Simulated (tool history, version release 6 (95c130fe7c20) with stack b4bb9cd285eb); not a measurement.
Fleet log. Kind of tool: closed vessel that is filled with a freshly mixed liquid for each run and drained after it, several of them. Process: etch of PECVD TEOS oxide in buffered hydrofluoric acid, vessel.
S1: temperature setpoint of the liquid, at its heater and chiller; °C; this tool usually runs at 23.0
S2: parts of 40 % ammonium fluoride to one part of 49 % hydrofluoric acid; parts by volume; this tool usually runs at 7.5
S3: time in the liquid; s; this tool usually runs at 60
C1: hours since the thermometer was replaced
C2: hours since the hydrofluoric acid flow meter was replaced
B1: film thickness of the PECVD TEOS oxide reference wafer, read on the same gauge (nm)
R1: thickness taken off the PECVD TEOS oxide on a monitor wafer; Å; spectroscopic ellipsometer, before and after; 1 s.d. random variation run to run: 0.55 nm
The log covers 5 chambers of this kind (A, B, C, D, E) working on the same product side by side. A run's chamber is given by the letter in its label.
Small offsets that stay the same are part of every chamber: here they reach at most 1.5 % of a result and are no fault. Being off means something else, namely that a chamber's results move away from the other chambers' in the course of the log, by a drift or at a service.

Run 1D, hour 6.0: usual settings; C1 625.4; C2 686.5; B1 100.040. Result: R1 1546.7 Å.
Run 2B, hour 18.4: usual settings; C1 33.8; C2 265.5; B1 99.996. Result: R1 1544.6 Å.
Run 3A, hour 26.0: usual settings; C1 2367.4; C2 2211.2; B1 100.010. Result: R1 1532.0 Å.
Run 4E, hour 31.7: usual settings; C1 327.3; C2 670.2; B1 99.974. Result: R1 1558.9 Å.
Run 5C, hour 42.6: usual settings but S1 25.5 °C, S3 40 s; C1 987.0; C2 609.1; B1 99.982. Result: R1 1197.5 Å.
Run 6C, hour 53.3: usual settings but S1 25.5 °C, S3 40 s; C1 997.7; C2 619.8; B1 100.010. Result: R1 1181.0 Å.
Run 7B, hour 65.6: usual settings but S1 25.5 °C, S3 40 s; C1 81.0; C2 312.7; B1 100.010. Result: R1 1173.8 Å.
Run 8A, hour 73.4: usual settings but S1 25.5 °C, S3 40 s; C1 2414.8; C2 2258.6; B1 100.020. Result: R1 1174.0 Å.
Run 9D, hour 83.3: usual settings but S1 25.5 °C, S3 40 s; C1 702.7; C2 763.8; B1 99.969. Result: R1 1182.8 Å.
Run 10E, hour 95.7: usual settings; C1 391.3; C2 734.2; B1 100.010. Result: R1 1568.2 Å.
Run 11A, hour 101.4: usual settings; C1 2442.8; C2 2286.6; B1 99.992. Result: R1 1545.5 Å.
At hour 105.5: chamber D: thermometer replaced.
At hour 110.4: chamber A: hydrofluoric acid flow meter replaced.
Run 12D, hour 111.1: usual settings; C1 5.7; C2 791.6; B1 99.998. Result: R1 1540.0 Å.
Run 13C, hour 119.8: usual settings; C1 1064.2; C2 686.3; B1 100.020. Result: R1 1557.0 Å.
Run 14E, hour 127.6: usual settings; C1 423.2; C2 766.1; B1 100.020. Result: R1 1550.6 Å.
Run 15B, hour 135.6: usual settings; C1 151.0; C2 382.7; B1 99.989. Result: R1 1510.9 Å.
Run 16B, hour 143.1: usual settings; C1 158.5; C2 390.2; B1 99.983. Result: R1 1503.7 Å.
Run 17A, hour 152.2: usual settings; C1 2493.6; C2 41.9; B1 100.020. Result: R1 1539.3 Å.
Run 18C, hour 164.4: usual settings; C1 1108.8; C2 730.9; B1 99.982. Result: R1 1555.6 Å.
Run 19E, hour 172.9: usual settings; C1 468.5; C2 811.4; B1 99.999. Result: R1 1551.7 Å.
Run 20D, hour 183.6: usual settings; C1 78.2; C2 864.1; B1 99.993. Result: R1 1542.7 Å.
Run 21C, hour 195.6: usual settings; C1 1140.0; C2 762.1; B1 99.987. Result: R1 1563.9 Å.
Run 22B, hour 207.0: usual settings but S3 40 s; C1 222.4; C2 454.1; B1 99.989. Result: R1 997.1 Å.
Run 23D, hour 216.2: usual settings but S3 40 s; C1 110.8; C2 896.7; B1 99.995. Result: R1 1025.4 Å.
Run 24A, hour 223.3: usual settings but S3 40 s; C1 2564.7; C2 113.0; B1 99.982. Result: R1 1031.0 Å.
Run 25E, hour 230.2: usual settings but S3 40 s; C1 525.8; C2 868.7; B1 100.030. Result: R1 1031.4 Å.
Run 26C, hour 240.4: usual settings but S3 40 s; C1 1184.8; C2 806.9; B1 100.030. Result: R1 1040.3 Å.
Run 27D, hour 250.5: usual settings; C1 145.1; C2 931.0; B1 99.980. Result: R1 1548.5 Å.
Run 28B, hour 256.2: usual settings; C1 271.6; C2 503.3; B1 100.000. Result: R1 1464.8 Å.
Run 29E, hour 265.5: usual settings; C1 561.1; C2 904.0; B1 100.010. Result: R1 1561.2 Å.
Run 30A, hour 273.5: usual settings but S1 26.0 °C; C1 2614.9; C2 163.2; B1 99.942. Result: R1 1830.4 Å.
Run 31C, hour 279.0: usual settings but S1 26.0 °C; C1 1223.4; C2 845.5; B1 99.969. Result: R1 1846.8 Å.
Run 32D, hour 286.8: usual settings but S1 26.0 °C; C1 181.4; C2 967.3; B1 100.010. Result: R1 1828.6 Å.
Run 33E, hour 297.1: usual settings but S1 26.0 °C; C1 592.7; C2 935.6; B1 100.010. Result: R1 1816.9 Å.
Run 34A, hour 302.7: usual settings but S1 26.0 °C; C1 2644.1; C2 192.4; B1 100.010. Result: R1 1809.7 Å.

Is one chamber out of step, is the gauge drifting, or do the chambers differ by no more than their own small offsets? For an off chamber, give its letter and the likeliest cause.

One chamber, B, drifts off from the rest bit by bit.
Most likely cause: hydrofluoric acid flow below the setpoint (%) = 4.64.
Not necessarily distinguishable in this log from: liquid colder than its thermometer reads (K).

Which of the 4 candidates below, each the usual settings with something changed and its results left as question marks, puts chamber B back in line with what the other chambers give on the usual settings?
In line here means within this much of the mean the other chambers give on the usual settings: R1 19.0 Å
Run 35B-1, hour 311.6: usual settings but S1 22.5 °C. Result: R1 ?.
Run 35B-2, hour 311.6: usual settings but S1 22.0 °C. Result: R1 ?.
Run 35B-3, hour 311.6: usual settings but S1 23.5 °C. Result: R1 ?.
Run 35B-4, hour 311.6: usual settings but S1 24.0 °C. Result: R1 ?.

The mean the other chambers reach with the usual settings: R1 1550.2 Å
  run      R1
35B-1  1424.2
35B-2  1385.5
35B-3  1504.5
35B-4  1546.1
Change 35B-4 lands the chamber within the allowed miss of the other chambers.
